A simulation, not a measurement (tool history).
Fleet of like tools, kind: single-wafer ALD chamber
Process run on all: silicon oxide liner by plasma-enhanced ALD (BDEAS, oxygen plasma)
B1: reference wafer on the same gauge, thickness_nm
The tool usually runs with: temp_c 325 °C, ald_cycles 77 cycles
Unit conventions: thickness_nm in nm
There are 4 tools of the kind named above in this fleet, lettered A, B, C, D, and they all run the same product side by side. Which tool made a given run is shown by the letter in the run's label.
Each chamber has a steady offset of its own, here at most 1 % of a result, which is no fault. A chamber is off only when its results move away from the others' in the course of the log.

Run 1D, day 0.2: usual settings; B1 7.7496. Result: thickness_nm 6.815 nm.
Run 2A, day 0.471: usual settings; B1 7.7476. Result: thickness_nm 6.9661 nm.
Run 3B, day 0.883: usual settings; B1 7.7523. Result: thickness_nm 6.9877 nm.
Run 4C, day 1.088: usual settings; B1 7.7524. Result: thickness_nm 6.9188 nm.
Run 5C, day 1.504: usual settings but temp_c 334 °C, ald_cycles 65 cycles; B1 7.7537. Result: thickness_nm 5.7443 nm.
Run 6B, day 1.7: usual settings but temp_c 334 °C, ald_cycles 65 cycles; B1 7.7496. Result: thickness_nm 5.792 nm.
Run 7D, day 1.908: usual settings but temp_c 334 °C, ald_cycles 65 cycles; B1 7.7506. Result: thickness_nm 5.7108 nm.
Run 8A, day 2.325: usual settings but temp_c 334 °C, ald_cycles 65 cycles; B1 7.7449. Result: thickness_nm 5.8031 nm.
Run 9D, day 2.579: usual settings; B1 7.7434. Result: thickness_nm 6.8538 nm.
Run 10C, day 2.833: usual settings; B1 7.7478. Result: thickness_nm 6.928 nm.
Run 11A, day 3.104: usual settings; B1 7.7501. Result: thickness_nm 6.982 nm.
Run 12B, day 3.512: usual settings; B1 7.7489. Result: thickness_nm 6.9484 nm.
Run 13B, day 3.754: usual settings but temp_c 313 °C, ald_cycles 67 cycles; B1 7.7521. Result: thickness_nm 6.1891 nm.
Run 14C, day 4.125: usual settings but temp_c 313 °C, ald_cycles 67 cycles; B1 7.7525. Result: thickness_nm 6.151 nm.
Run 15D, day 4.342: usual settings but temp_c 313 °C, ald_cycles 67 cycles; B1 7.7514. Result: thickness_nm 6.089 nm.
At day 4.517: chamber D: thermocouple changed; heater temperature recalibrated.
Run 16A, day 4.55: usual settings but temp_c 313 °C, ald_cycles 67 cycles; B1 7.748. Result: thickness_nm 6.147 nm.
Run 17A, day 4.979: usual settings; B1 7.7509. Result: thickness_nm 6.9882 nm.
Run 18B, day 5.412: usual settings; B1 7.7499. Result: thickness_nm 6.9531 nm.
Run 19C, day 5.738: usual settings; B1 7.748. Result: thickness_nm 6.9732 nm.
Run 20D, day 5.979: usual settings but ald_cycles 91 cycles; B1 7.7499. Result: thickness_nm 8.0597 nm.
Run 21A, day 6.308: usual settings but ald_cycles 91 cycles; B1 7.7469. Result: thickness_nm 8.2179 nm.
Run 22C, day 6.617: usual settings but ald_cycles 91 cycles; B1 7.7539. Result: thickness_nm 8.1879 nm.
Run 23B, day 7.029: usual settings but ald_cycles 91 cycles; B1 7.7463. Result: thickness_nm 8.2315 nm.
Run 24D, day 7.396: usual settings; B1 7.7509. Result: thickness_nm 6.8887 nm.
Run 25C, day 7.65: usual settings; B1 7.7534. Result: thickness_nm 6.9193 nm.
Run 26D, day 7.996: usual settings; B1 7.749. Result: thickness_nm 6.8329 nm.
Run 27B, day 8.271: usual settings; B1 7.7531. Result: thickness_nm 6.9828 nm.
Run 28A, day 8.583: usual settings; B1 7.7488. Result: thickness_nm 6.9708 nm.
Run 29A, day 8.988: usual settings; B1 7.7485. Result: thickness_nm 6.9588 nm.
Run 30B, day 9.383: usual settings; B1 7.7459. Result: thickness_nm 6.9494 nm.

Has any chamber moved away from the others, gradually or after a service, or does the common gauge drift, or do the chambers differ only by their own small steady offsets? State the chamber and the most likely cause if one applies.

The fleet is healthy, with each chamber sitting at its usual small offset and no drift in the gauge.
